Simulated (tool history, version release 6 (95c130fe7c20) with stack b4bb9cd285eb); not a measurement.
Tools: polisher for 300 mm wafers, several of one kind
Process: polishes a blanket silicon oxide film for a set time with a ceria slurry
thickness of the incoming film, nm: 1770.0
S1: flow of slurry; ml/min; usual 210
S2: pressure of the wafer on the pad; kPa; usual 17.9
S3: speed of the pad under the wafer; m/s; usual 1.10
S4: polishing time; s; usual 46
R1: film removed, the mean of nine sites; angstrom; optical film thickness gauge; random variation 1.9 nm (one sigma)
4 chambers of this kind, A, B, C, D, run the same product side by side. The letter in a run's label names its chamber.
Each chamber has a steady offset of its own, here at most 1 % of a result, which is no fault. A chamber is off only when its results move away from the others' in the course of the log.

At hour 1.6: chamber B: worn pad replaced by a new one.
At hour 8.3: chamber A: worn pad replaced by a new one.
Run 1D, hour 8.6: usual settings. Result: R1 1935.0 angstrom.
Run 2A, hour 15.4: usual settings. Result: R1 1937.9 angstrom.
Run 3C, hour 23.3: usual settings. Result: R1 1911.7 angstrom.
Run 4B, hour 28.0: usual settings. Result: R1 1908.0 angstrom.
Run 5A, hour 32.7: usual settings but S2 13.1 kPa, S4 38 s. Result: R1 1168.2 angstrom.
Run 6D, hour 41.0: usual settings but S2 13.1 kPa, S4 38 s. Result: R1 1155.6 angstrom.
Run 7B, hour 49.5: usual settings but S2 13.1 kPa, S4 38 s. Result: R1 1140.2 angstrom.
At hour 57.5: chamber C: worn pad replaced by a new one.
At hour 57.7: chamber B: worn pad replaced by a new one.
Run 8C, hour 58.1: usual settings but S2 13.1 kPa, S4 38 s. Result: R1 1150.0 angstrom.
Run 9D, hour 66.2: usual settings but S2 15.9 kPa, S4 36 s. Result: R1 1336.0 angstrom.
At hour 69.8: chamber D: worn pad replaced by a new one.
Run 10C, hour 74.6: usual settings but S2 15.9 kPa, S4 36 s. Result: R1 1308.2 angstrom.
Run 11B, hour 81.9: usual settings but S2 15.9 kPa, S4 36 s. Result: R1 1304.8 angstrom.
Run 12A, hour 86.9: usual settings but S2 15.9 kPa, S4 36 s. Result: R1 1292.7 angstrom.
At hour 88.8: chamber B: head pressure recalibrated.
Run 13B, hour 93.0: usual settings. Result: R1 1930.9 angstrom.
Run 14A, hour 100.0: usual settings. Result: R1 1846.4 angstrom.
Run 15D, hour 107.1: usual settings. Result: R1 1916.7 angstrom.
Run 16C, hour 115.3: usual settings. Result: R1 1934.3 angstrom.
Run 17A, hour 119.7: usual settings. Result: R1 1803.5 angstrom.
At hour 119.8: chamber B: worn pad replaced by a new one.
At hour 124.6: chamber C: worn pad replaced by a new one.
Run 18C, hour 125.8: usual settings. Result: R1 1889.3 angstrom.
Run 19D, hour 130.5: usual settings but S3 0.78 m/s. Result: R1 1348.0 angstrom.
At hour 132.4: chamber A: worn pad replaced by a new one.
Run 20B, hour 136.6: usual settings but S3 0.78 m/s. Result: R1 1355.5 angstrom.
Run 21A, hour 142.5: usual settings but S3 0.78 m/s. Result: R1 1266.2 angstrom.
Run 22D, hour 148.2: usual settings but S3 0.78 m/s. Result: R1 1326.4 angstrom.
Run 23C, hour 155.2: usual settings. Result: R1 1931.0 angstrom.
At hour 162.9: chamber D: worn pad replaced by a new one.
At hour 163.6: chamber B: slurry nozzle cleaned.
Run 24B, hour 163.9: usual settings. Result: R1 1905.7 angstrom.
Run 25B, hour 169.6: usual settings. Result: R1 1907.2 angstrom.
Run 26A, hour 179.4: usual settings. Result: R1 1779.7 angstrom.
At hour 187.6: chamber B: worn pad replaced by a new one.
Run 27D, hour 188.7: usual settings. Result: R1 1898.7 angstrom.
At hour 193.5: chamber C: worn pad replaced by a new one.
Run 28C, hour 196.0: usual settings. Result: R1 1875.5 angstrom.
Run 29A, hour 204.7: usual settings. Result: R1 1768.0 angstrom.
Run 30B, hour 214.3: usual settings. Result: R1 1911.1 angstrom.
Run 31D, hour 221.6: usual settings. Result: R1 1878.8 angstrom.

What goes on in this fleet: one chamber off, a drifting gauge, or nothing beyond the chambers' own small offsets? Name the chamber and the cause, if any.

Chamber A drifts away from the others.
Cause: head's pressure below its setpoint, % = 10.8.

Here are 4 candidates for chamber A's next run, each the usual settings with a change, their results left as question marks. Which one brings its results back in line with what the others give on the usual settings?
In line means no further than this from the other chambers' mean on the usual settings: R1 68.0 angstrom
Run 32A-1, hour 228.8: usual settings but S1 205 ml/min, S4 41 s. Result: R1 ?.
Run 32A-2, hour 228.8: usual settings but S2 16.5 kPa, S3 1.02 m/s, S4 43 s. Result: R1 ?.
Run 32A-3, hour 228.8: usual settings but S2 19.3 kPa, S3 1.18 m/s, S4 50 s. Result: R1 ?.
Run 32A-4, hour 228.8: usual settings but S2 20.0 kPa. Result: R1 ?.

The other chambers' mean on the usual settings: R1 1907.6 angstrom
  run      R1
32A-1  1518.0
32A-2  1366.6
32A-3  2145.6
32A-4  1907.0
32A-4 brings the chamber back in line.

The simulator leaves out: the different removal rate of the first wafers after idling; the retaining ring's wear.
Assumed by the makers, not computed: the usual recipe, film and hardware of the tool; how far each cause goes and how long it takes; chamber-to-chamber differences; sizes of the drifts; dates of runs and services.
